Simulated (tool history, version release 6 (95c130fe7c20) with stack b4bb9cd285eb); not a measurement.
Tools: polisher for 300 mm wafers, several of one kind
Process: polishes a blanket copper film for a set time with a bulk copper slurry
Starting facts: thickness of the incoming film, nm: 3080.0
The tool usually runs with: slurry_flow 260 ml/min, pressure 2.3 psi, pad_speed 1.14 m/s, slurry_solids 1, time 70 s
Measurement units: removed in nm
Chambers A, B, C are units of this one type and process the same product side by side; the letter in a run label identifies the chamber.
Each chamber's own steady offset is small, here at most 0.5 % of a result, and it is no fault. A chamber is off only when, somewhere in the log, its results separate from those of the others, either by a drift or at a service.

| run | hour | slurry_flow | pressure | pad_speed | slurry_solids | time | wafers polished on this pad | hours since the slurry nozzle was cleaned | hours since the head pressure was calibrated | hours since the slurry blender was calibrated | removed |
|---|---|---|---|---|---|---|---|---|---|---|---|
| 1B | 9.3 | 260 | 2.3 | 1.14 | 1 | 70 | 1356 | 83.7 | 783.9 | 86.5 | 598.47 |
| 2A | 21.1 | 260 | 2.3 | 1.14 | 1 | 70 | 734 | 158.8 | 413.0 | 226.3 | 595.89 |
|  | 22.0 | chamber B: worn pad replaced by a new one |
| 3C | 31.5 | 260 | 2.3 | 1.14 | 1 | 70 | 875 | 292.2 | 221.1 | 446.4 | 608.50 |
| 4C | 37.5 | 260 | 2.3 | 1.14 | 1 | 70 | 944 | 298.2 | 227.1 | 452.4 | 597.02 |
|  | 43.1 | chamber A: worn pad replaced by a new one |
|  | 43.1 | chamber C: worn pad replaced by a new one |
| 5B | 46.5 | 260 | 2.3 | 1.14 | 1 | 70 | 284 | 120.9 | 821.1 | 123.7 | 611.18 |
|  | 47.9 | chamber A: head pressure recalibrated |
| 6A | 59.1 | 260 | 2.3 | 1.14 | 1 | 70 | 185 | 196.8 | 11.3 | 264.3 | 598.49 |
| 7A | 67.6 | 260 | 2.3 | 1.14 | 1 | 70 | 283 | 205.3 | 19.8 | 272.8 | 597.80 |
|  | 68.3 | chamber C: slurry blender recalibrated |
|  | 72.2 | chamber A: slurry blender recalibrated |
| 8C | 77.1 | 260 | 2.3 | 1.14 | 1 | 70 | 393 | 337.8 | 266.7 | 8.8 | 601.63 |
| 9B | 85.7 | 260 | 2.3 | 1.14 | 1 | 70 | 738 | 160.1 | 860.3 | 162.9 | 604.58 |
| 10C | 93.3 | 260 | 2.3 | 1.14 | 1 | 70 | 581 | 354.0 | 282.9 | 25.0 | 601.70 |
| 11A | 103.5 | 260 | 2.3 | 1.14 | 1 | 70 | 699 | 241.2 | 55.7 | 31.4 | 593.46 |
| 12B | 111.4 | 260 | 2.3 | 1.14 | 1 | 70 | 1035 | 185.8 | 886.0 | 188.6 | 599.23 |
|  | 116.8 | chamber C: worn pad replaced by a new one |
| 13A | 117.6 | 260 | 2.3 | 1.14 | 1 | 70 | 862 | 255.3 | 69.8 | 45.5 | 598.94 |
|  | 118.3 | chamber B: slurry blender recalibrated |
|  | 124.8 | chamber A: worn pad replaced by a new one |
|  | 126.8 | chamber B: worn pad replaced by a new one |
| 14C | 128.4 | 260 | 2.3 | 1.14 | 1 | 70 | 134 | 389.1 | 318.0 | 60.1 | 602.69 |
| 15B | 137.8 | 260 | 2.3 | 1.14 | 1 | 70 | 128 | 212.2 | 912.4 | 19.5 | 601.98 |
| 16B | 149.3 | 260 | 2.3 | 1.14 | 1 | 70 | 261 | 223.7 | 923.9 | 31.0 | 604.39 |
|  | 150.4 | chamber B: slurry nozzle cleaned |
| 17C | 155.6 | 260 | 2.3 | 1.14 | 1 | 70 | 449 | 416.3 | 345.2 | 87.3 | 599.43 |
| 18A | 167.9 | 260 | 2.3 | 1.14 | 1 | 70 | 499 | 305.6 | 120.1 | 95.8 | 596.43 |
| 19C | 178.9 | 260 | 2.3 | 1.14 | 1 | 70 | 718 | 439.6 | 368.5 | 110.6 | 598.68 |
| 20A | 185.7 | 260 | 2.3 | 1.14 | 1 | 70 | 705 | 323.4 | 137.9 | 113.6 | 594.96 |
|  | 190.4 | chamber A: worn pad replaced by a new one |
|  | 190.9 | chamber A: slurry nozzle cleaned |
|  | 196.3 | chamber C: worn pad replaced by a new one |
| 21B | 198.0 | 175 | 2.3 | 1.14 | 1 | 92 | 824 | 47.7 | 972.6 | 79.7 | 759.15 |
| 22A | 208.0 | 175 | 2.3 | 1.14 | 1 | 92 | 204 | 17.1 | 160.2 | 135.9 | 746.90 |
| 23C | 218.4 | 175 | 2.3 | 1.14 | 1 | 92 | 255 | 479.1 | 408.0 | 150.1 | 747.90 |
| 24B | 227.9 | 260 | 2.3 | 1.14 | 1 | 70 | 1170 | 77.6 | 1002.5 | 109.6 | 599.04 |
|  | 230.6 | chamber B: head pressure recalibrated |
|  | 232.4 | chamber B: worn pad replaced by a new one |
| 25C | 240.4 | 260 | 2.3 | 1.14 | 1 | 70 | 510 | 501.1 | 430.0 | 172.1 | 598.69 |
| 26B | 251.5 | 260 | 2.3 | 1.14 | 1 | 70 | 221 | 101.2 | 21.0 | 133.2 | 650.00 |
| 27A | 262.8 | 260 | 2.3 | 1.14 | 1 | 70 | 838 | 71.9 | 215.0 | 190.7 | 602.08 |
|  | 268.8 | chamber A: worn pad replaced by a new one |
| 28A | 270.1 | 260 | 2.3 | 1.14 | 1 | 70 | 15 | 79.2 | 222.3 | 198.0 | 607.97 |
| 29C | 281.7 | 260 | 2.3 | 1.02 | 1 | 70 | 988 | 542.4 | 471.3 | 213.4 | 536.41 |
|  | 284.5 | chamber B: slurry blender recalibrated |
| 30B | 290.7 | 260 | 2.3 | 1.02 | 1 | 70 | 674 | 140.4 | 60.2 | 6.2 | 584.26 |
|  | 292.8 | chamber C: worn pad replaced by a new one |
| 31B | 302.1 | 260 | 2.3 | 1.02 | 1 | 70 | 806 | 151.8 | 71.6 | 17.6 | 576.59 |
| 32C | 313.0 | 260 | 2.3 | 1.14 | 1 | 70 | 234 | 573.7 | 502.6 | 244.7 | 599.04 |
| 33A | 324.2 | 260 | 2.3 | 1.14 | 1 | 70 | 641 | 133.3 | 276.4 | 252.1 | 593.67 |
| 34A | 334.8 | 260 | 2.3 | 1.14 | 1 | 70 | 764 | 143.9 | 287.0 | 262.7 | 599.06 |
| 35B | 347.3 | 260 | 2.3 | 1.14 | 1 | 70 | 1330 | 197.0 | 116.8 | 62.8 | 640.55 |
| 36C | 355.5 | 260 | 2.3 | 1.14 | 1 | 70 | 726 | 616.2 | 545.1 | 287.2 | 596.56 |
| 37B | 364.5 | 260 | 2.3 | 1.14 | 1 | 70 | 1529 | 214.2 | 134.0 | 80.0 | 641.90 |
|  | 365.3 | chamber C: worn pad replaced by a new one |
| 38C | 375.3 | 260 | 2.3 | 1.14 | 1 | 70 | 116 | 636.0 | 564.9 | 307.0 | 599.81 |

Has any chamber moved away from the others, gradually or after a service, or does the common gauge drift, or do the chambers differ only by their own small steady offsets? State the chamber and the most likely cause if one applies.

Chamber B came out of a service off from its peers and stayed that way.
Cause: head's pressure above its setpoint, % = 6.47.

Chamber B could run next with any of the 4 candidate recipes listed below; each alters the usual settings, and their results appear as question marks. Which one brings its results back in line with what the other chambers deliver on the usual settings?
In line here means within this much of the mean the other chambers give on the usual settings: removed 18.00 nm
| 39B-1 | 384.8 | 260 | 2.4 | 1.16 | 1.00 | 71 |  |  |  |  | ? |
| 39B-2 | 384.8 | 260 | 2.3 | 1.16 | 1.00 | 70 |  |  |  |  | ? |
| 39B-3 | 384.8 | 260 | 2.3 | 1.14 | 1.00 | 69 |  |  |  |  | ? |
| 39B-4 | 384.8 | 260 | 2.3 | 1.14 | 0.75 | 70 |  |  |  |  | ? |

The other chambers' mean on the usual settings: removed 599.91 nm
| run | removed |
|---|---|
| 39B-1 | 693.96 |
| 39B-2 | 655.27 |
| 39B-3 | 634.93 |
| 39B-4 | 606.71 |
With 39B-4, the chamber falls back in line with the rest.

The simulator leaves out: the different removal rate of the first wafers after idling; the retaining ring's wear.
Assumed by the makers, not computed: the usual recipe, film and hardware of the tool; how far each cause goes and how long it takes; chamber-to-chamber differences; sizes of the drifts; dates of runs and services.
